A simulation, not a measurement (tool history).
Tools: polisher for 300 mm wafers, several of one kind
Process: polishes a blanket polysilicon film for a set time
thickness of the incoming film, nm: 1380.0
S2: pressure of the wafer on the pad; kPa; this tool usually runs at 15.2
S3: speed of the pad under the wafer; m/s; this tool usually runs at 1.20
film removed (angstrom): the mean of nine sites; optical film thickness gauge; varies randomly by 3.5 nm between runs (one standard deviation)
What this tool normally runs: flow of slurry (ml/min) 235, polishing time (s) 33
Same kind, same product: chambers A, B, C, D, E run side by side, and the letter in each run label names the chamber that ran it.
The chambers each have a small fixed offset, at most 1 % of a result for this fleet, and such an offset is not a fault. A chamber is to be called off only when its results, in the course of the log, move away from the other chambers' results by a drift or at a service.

-- hour=3.9 chamber B: worn pad replaced by a new one
run 1E hour=7.8 | flow_of_slurry_(ml/min)=235 S2=15.2 S3=1.20 polishing_time_(s)=33 | film_removed_(angstrom)=2643.1
-- hour=9.2 chamber A: worn pad replaced by a new one
run 2A hour=13.3 | flow_of_slurry_(ml/min)=235 S2=15.2 S3=1.20 polishing_time_(s)=33 | film_removed_(angstrom)=2681.6
run 3D hour=19.5 | flow_of_slurry_(ml/min)=235 S2=15.2 S3=1.20 polishing_time_(s)=33 | film_removed_(angstrom)=2631.6
run 4B hour=24.5 | flow_of_slurry_(ml/min)=235 S2=15.2 S3=1.20 polishing_time_(s)=33 | film_removed_(angstrom)=2629.3
run 5C hour=34.0 | flow_of_slurry_(ml/min)=235 S2=15.2 S3=1.20 polishing_time_(s)=33 | film_removed_(angstrom)=2643.3
-- hour=36.8 chamber E: worn pad replaced by a new one
run 6B hour=39.3 | flow_of_slurry_(ml/min)=235 S2=15.2 S3=1.20 polishing_time_(s)=33 | film_removed_(angstrom)=2619.9
run 7D hour=46.3 | flow_of_slurry_(ml/min)=235 S2=15.2 S3=1.20 polishing_time_(s)=33 | film_removed_(angstrom)=2593.1
-- hour=51.0 chamber D: worn pad replaced by a new one
-- hour=54.0 chamber A: worn pad replaced by a new one
run 8A hour=55.3 | flow_of_slurry_(ml/min)=235 S2=15.2 S3=1.20 polishing_time_(s)=33 | film_removed_(angstrom)=2673.7
run 9E hour=61.1 | flow_of_slurry_(ml/min)=235 S2=10.3 S3=0.98 polishing_time_(s)=33 | film_removed_(angstrom)=1473.9
run 10C hour=68.8 | flow_of_slurry_(ml/min)=235 S2=10.3 S3=0.98 polishing_time_(s)=33 | film_removed_(angstrom)=1465.1
run 11C hour=74.3 | flow_of_slurry_(ml/min)=235 S2=10.3 S3=0.98 polishing_time_(s)=33 | film_removed_(angstrom)=1474.1
-- hour=77.0 chamber B: worn pad replaced by a new one
run 12D hour=83.9 | flow_of_slurry_(ml/min)=235 S2=10.3 S3=0.98 polishing_time_(s)=33 | film_removed_(angstrom)=1433.0
run 13E hour=91.2 | flow_of_slurry_(ml/min)=235 S2=10.3 S3=0.98 polishing_time_(s)=33 | film_removed_(angstrom)=1484.0
run 14A hour=97.7 | flow_of_slurry_(ml/min)=235 S2=15.2 S3=1.20 polishing_time_(s)=33 | film_removed_(angstrom)=2642.7
-- hour=102.3 chamber A: worn pad replaced by a new one
run 15B hour=107.7 | flow_of_slurry_(ml/min)=235 S2=15.2 S3=1.20 polishing_time_(s)=33 | film_removed_(angstrom)=2614.3
-- hour=111.2 chamber D: head pressure recalibrated
run 16C hour=118.5 | flow_of_slurry_(ml/min)=235 S2=15.2 S3=1.20 polishing_time_(s)=33 | film_removed_(angstrom)=2613.2
-- hour=119.6 chamber E: worn pad replaced by a new one
run 17B hour=127.5 | flow_of_slurry_(ml/min)=235 S2=15.2 S3=1.20 polishing_time_(s)=33 | film_removed_(angstrom)=2647.3
-- hour=129.0 chamber D: worn pad replaced by a new one
run 18E hour=134.9 | flow_of_slurry_(ml/min)=235 S2=11.7 S3=1.42 polishing_time_(s)=33 | film_removed_(angstrom)=2442.1
run 19A hour=143.0 | flow_of_slurry_(ml/min)=235 S2=11.7 S3=1.42 polishing_time_(s)=33 | film_removed_(angstrom)=2391.9
-- hour=147.7 chamber A: worn pad replaced by a new one
run 20D hour=150.6 | flow_of_slurry_(ml/min)=235 S2=11.7 S3=1.42 polishing_time_(s)=33 | film_removed_(angstrom)=2432.7
run 21D hour=158.9 | flow_of_slurry_(ml/min)=235 S2=11.7 S3=1.42 polishing_time_(s)=33 | film_removed_(angstrom)=2382.2
-- hour=160.1 chamber C: slurry nozzle cleaned
-- hour=160.9 chamber B: worn pad replaced by a new one
run 22E hour=166.0 | flow_of_slurry_(ml/min)=235 S2=11.7 S3=1.42 polishing_time_(s)=33 | film_removed_(angstrom)=2432.7
run 23C hour=175.3 | flow_of_slurry_(ml/min)=235 S2=15.2 S3=1.20 polishing_time_(s)=33 | film_removed_(angstrom)=2509.2
run 24A hour=184.7 | flow_of_slurry_(ml/min)=235 S2=15.2 S3=1.20 polishing_time_(s)=33 | film_removed_(angstrom)=2624.1
-- hour=186.8 chamber E: worn pad replaced by a new one
run 25B hour=192.4 | flow_of_slurry_(ml/min)=235 S2=15.2 S3=0.98 polishing_time_(s)=33 | film_removed_(angstrom)=2141.4
-- hour=197.9 chamber A: worn pad replaced by a new one
run 26A hour=202.1 | flow_of_slurry_(ml/min)=235 S2=15.2 S3=0.98 polishing_time_(s)=33 | film_removed_(angstrom)=2193.1
-- hour=211.2 chamber D: worn pad replaced by a new one
run 27B hour=212.3 | flow_of_slurry_(ml/min)=235 S2=15.2 S3=0.98 polishing_time_(s)=33 | film_removed_(angstrom)=2119.8
run 28E hour=218.9 | flow_of_slurry_(ml/min)=235 S2=15.2 S3=0.98 polishing_time_(s)=33 | film_removed_(angstrom)=2156.9
run 29D hour=225.9 | flow_of_slurry_(ml/min)=235 S2=15.2 S3=0.98 polishing_time_(s)=33 | film_removed_(angstrom)=2184.0
run 30C hour=235.1 | flow_of_slurry_(ml/min)=235 S2=15.2 S3=1.20 polishing_time_(s)=42 | film_removed_(angstrom)=3127.3

What goes on in this fleet: one chamber off, a drifting gauge, or nothing beyond the chambers' own small offsets? Name the chamber and the cause, if any.

One chamber, C, drifts off from the rest bit by bit.
Likeliest cause: removal rate lost through wear of the pad, % = 6.8.
It could be hard to tell apart here from: head's pressure below its setpoint, %.

Below are 4 candidate recipes for chamber C's next run, each the usual settings with a change, their results shown as question marks. Which of them brings C's results back in line with what the other chambers give on the usual settings?
Counts as in line when no further than this from what the other chambers average on the usual settings: film removed (angstrom) 120.0
run 31C-1 hour=242.9 | flow_of_slurry_(ml/min)=235 S2=16.5 S3=1.20 polishing_time_(s)=35 | film_removed_(angstrom)=?
run 31C-2 hour=242.9 | flow_of_slurry_(ml/min)=235 S2=15.2 S3=1.24 polishing_time_(s)=34 | film_removed_(angstrom)=?
run 31C-3 hour=242.9 | flow_of_slurry_(ml/min)=235 S2=15.2 S3=1.18 polishing_time_(s)=32 | film_removed_(angstrom)=?
run 31C-4 hour=242.9 | flow_of_slurry_(ml/min)=235 S2=13.8 S3=1.12 polishing_time_(s)=33 | film_removed_(angstrom)=?

The other chambers' mean on the usual settings: film removed (angstrom) 2638.4
run=31C-1 film_removed_(angstrom)=2864.9
run=31C-2 film_removed_(angstrom)=2639.6
run=31C-3 film_removed_(angstrom)=2362.9
run=31C-4 film_removed_(angstrom)=2103.9
With 31C-2, the chamber falls back in line with the rest.

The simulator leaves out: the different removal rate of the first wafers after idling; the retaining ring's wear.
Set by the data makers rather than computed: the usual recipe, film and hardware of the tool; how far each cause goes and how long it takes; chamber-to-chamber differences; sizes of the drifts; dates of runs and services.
